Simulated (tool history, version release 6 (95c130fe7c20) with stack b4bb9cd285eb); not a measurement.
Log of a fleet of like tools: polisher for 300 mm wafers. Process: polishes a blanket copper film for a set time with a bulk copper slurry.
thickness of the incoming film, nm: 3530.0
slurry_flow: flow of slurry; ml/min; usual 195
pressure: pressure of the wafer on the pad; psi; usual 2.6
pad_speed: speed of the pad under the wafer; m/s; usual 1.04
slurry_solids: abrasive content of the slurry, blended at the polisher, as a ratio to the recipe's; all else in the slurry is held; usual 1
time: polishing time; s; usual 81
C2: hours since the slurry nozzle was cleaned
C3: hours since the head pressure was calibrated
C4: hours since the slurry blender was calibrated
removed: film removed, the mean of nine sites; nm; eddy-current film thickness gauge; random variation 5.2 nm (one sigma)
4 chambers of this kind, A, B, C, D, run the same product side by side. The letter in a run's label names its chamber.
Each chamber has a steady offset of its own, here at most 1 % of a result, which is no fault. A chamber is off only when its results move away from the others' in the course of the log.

run 1D hour=8.1 | slurry_flow=195 pressure=2.6 pad_speed=1.04 slurry_solids=1 time=81 | wafers_polished_on_this_pad=652 C2=43.1 C3=1118.5 C4=194.6 | removed=676.25
run 2C hour=15.8 | slurry_flow=195 pressure=2.6 pad_speed=1.04 slurry_solids=1 time=81 | wafers_polished_on_this_pad=353 C2=268.7 C3=46.6 C4=209.5 | removed=663.31
-- hour=27 chamber B: worn pad replaced by a new one
run 3B hour=27.4 | slurry_flow=195 pressure=2.6 pad_speed=1.04 slurry_solids=1 time=81 | wafers_polished_on_this_pad=5 C2=103.8 C3=1050.1 C4=227.9 | removed=673.04
run 4A hour=34 | slurry_flow=195 pressure=2.6 pad_speed=1.04 slurry_solids=1 time=81 | wafers_polished_on_this_pad=448 C2=38.5 C3=912.1 C4=207.6 | removed=677.08
run 5C hour=39.7 | slurry_flow=195 pressure=2.6 pad_speed=1.04 slurry_solids=1 time=81 | wafers_polished_on_this_pad=661 C2=292.6 C3=70.5 C4=233.4 | removed=661.31
run 6A hour=46.5 | slurry_flow=195 pressure=2.6 pad_speed=1.04 slurry_solids=1 time=81 | wafers_polished_on_this_pad=608 C2=51 C3=924.6 C4=220.1 | removed=676.81
-- hour=48.9 chamber C: slurry nozzle cleaned
-- hour=50.5 chamber C: worn pad replaced by a new one
run 7B hour=53.4 | slurry_flow=195 pressure=2.6 pad_speed=1.04 slurry_solids=1 time=81 | wafers_polished_on_this_pad=339 C2=129.8 C3=1076.1 C4=253.9 | removed=669.65
run 8D hour=63.4 | slurry_flow=195 pressure=2.6 pad_speed=1.04 slurry_solids=1 time=81 | wafers_polished_on_this_pad=1363 C2=98.4 C3=1173.8 C4=249.9 | removed=678.59
-- hour=63.9 chamber D: worn pad replaced by a new one
run 9C hour=73.1 | slurry_flow=195 pressure=2.6 pad_speed=1.04 slurry_solids=1 time=81 | wafers_polished_on_this_pad=291 C2=24.2 C3=103.9 C4=266.8 | removed=664.86
-- hour=75.2 chamber B: worn pad replaced by a new one
run 10B hour=80.1 | slurry_flow=195 pressure=2.6 pad_speed=1.04 slurry_solids=1 time=81 | wafers_polished_on_this_pad=63 C2=156.5 C3=1102.8 C4=280.6 | removed=669.91
run 11A hour=89.2 | slurry_flow=195 pressure=2.6 pad_speed=1.04 slurry_solids=1 time=81 | wafers_polished_on_this_pad=1158 C2=93.7 C3=967.3 C4=262.8 | removed=671.64
run 12D hour=95.9 | slurry_flow=195 pressure=2.6 pad_speed=1.04 slurry_solids=1 time=81 | wafers_polished_on_this_pad=412 C2=130.9 C3=1206.3 C4=282.4 | removed=675.47
-- hour=98.9 chamber A: slurry blender recalibrated
run 13B hour=101.7 | slurry_flow=195 pressure=2.6 pad_speed=1.04 slurry_solids=1 time=81 | wafers_polished_on_this_pad=341 C2=178.1 C3=1124.4 C4=302.2 | removed=669.13
-- hour=106.3 chamber A: worn pad replaced by a new one
run 14C hour=113.8 | slurry_flow=195 pressure=2.6 pad_speed=1.04 slurry_solids=1 time=81 | wafers_polished_on_this_pad=814 C2=64.9 C3=144.6 C4=307.5 | removed=665.4
-- hour=113.9 chamber D: head pressure recalibrated
-- hour=119.2 chamber B: worn pad replaced by a new one
-- hour=123 chamber C: worn pad replaced by a new one
run 15A hour=125.2 | slurry_flow=195 pressure=2.6 pad_speed=1.04 slurry_solids=1 time=81 | wafers_polished_on_this_pad=243 C2=129.7 C3=1003.3 C4=26.3 | removed=681.29
run 16D hour=133 | slurry_flow=195 pressure=2.6 pad_speed=1.04 slurry_solids=1 time=81 | wafers_polished_on_this_pad=890 C2=168 C3=19.1 C4=319.5 | removed=736.7
run 17A hour=142.1 | slurry_flow=195 pressure=2.6 pad_speed=1.04 slurry_solids=1 time=81 | wafers_polished_on_this_pad=461 C2=146.6 C3=1020.2 C4=43.2 | removed=670.35
run 18D hour=150.2 | slurry_flow=195 pressure=2.6 pad_speed=1.04 slurry_solids=1 time=81 | wafers_polished_on_this_pad=1111 C2=185.2 C3=36.3 C4=336.7 | removed=733.64
-- hour=153.5 chamber B: head pressure recalibrated
run 19B hour=158 | slurry_flow=195 pressure=2.6 pad_speed=1.04 slurry_solids=1 time=81 | wafers_polished_on_this_pad=499 C2=234.4 C3=4.6 C4=358.5 | removed=669.96
-- hour=163.1 chamber D: worn pad replaced by a new one
-- hour=165 chamber B: worn pad replaced by a new one
run 20C hour=167 | slurry_flow=145 pressure=2.6 pad_speed=1.04 slurry_solids=1 time=100 | wafers_polished_on_this_pad=567 C2=118.1 C3=197.8 C4=360.7 | removed=774.45
run 21B hour=178.8 | slurry_flow=145 pressure=2.6 pad_speed=1.04 slurry_solids=1 time=100 | wafers_polished_on_this_pad=177 C2=255.2 C3=25.4 C4=379.3 | removed=780.16
run 22D hour=187.4 | slurry_flow=145 pressure=2.6 pad_speed=1.04 slurry_solids=1 time=100 | wafers_polished_on_this_pad=313 C2=222.4 C3=73.5 C4=373.9 | removed=858.12
run 23C hour=198.3 | slurry_flow=145 pressure=2.6 pad_speed=1.04 slurry_solids=1 time=100 | wafers_polished_on_this_pad=970 C2=149.4 C3=229.1 C4=392 | removed=769.07
-- hour=202.9 chamber C: worn pad replaced by a new one
-- hour=208 chamber A: worn pad replaced by a new one
run 24A hour=209.8 | slurry_flow=195 pressure=2.6 pad_speed=1.04 slurry_solids=1 time=81 | wafers_polished_on_this_pad=24 C2=214.3 C3=1087.9 C4=110.9 | removed=677.57
run 25A hour=218 | slurry_flow=195 pressure=2.6 pad_speed=1.04 slurry_solids=1 time=81 | wafers_polished_on_this_pad=129 C2=222.5 C3=1096.1 C4=119.1 | removed=669.24
run 26D hour=226 | slurry_flow=195 pressure=2.6 pad_speed=0.92 slurry_solids=1 time=81 | wafers_polished_on_this_pad=810 C2=261 C3=112.1 C4=412.5 | removed=627.59
run 27C hour=234.9 | slurry_flow=195 pressure=2.6 pad_speed=0.92 slurry_solids=1 time=81 | wafers_polished_on_this_pad=411 C2=186 C3=265.7 C4=428.6 | removed=582.02

All 4 chambers run these settings next. Forecast each chamber's results:
run 28A hour=244.3 | slurry_flow=195 pressure=2.6 pad_speed=1.04 slurry_solids=1 time=81 | removed=?
run 28B hour=244.3 | slurry_flow=195 pressure=2.6 pad_speed=1.04 slurry_solids=1 time=81 | removed=?
run 28C hour=244.3 | slurry_flow=195 pressure=2.6 pad_speed=1.04 slurry_solids=1 time=81 | removed=?
run 28D hour=244.3 | slurry_flow=195 pressure=2.6 pad_speed=1.04 slurry_solids=1 time=81 | removed=?

run=28A removed=682.32
run=28B removed=670.03
run=28C removed=655.89
run=28D removed=720.78

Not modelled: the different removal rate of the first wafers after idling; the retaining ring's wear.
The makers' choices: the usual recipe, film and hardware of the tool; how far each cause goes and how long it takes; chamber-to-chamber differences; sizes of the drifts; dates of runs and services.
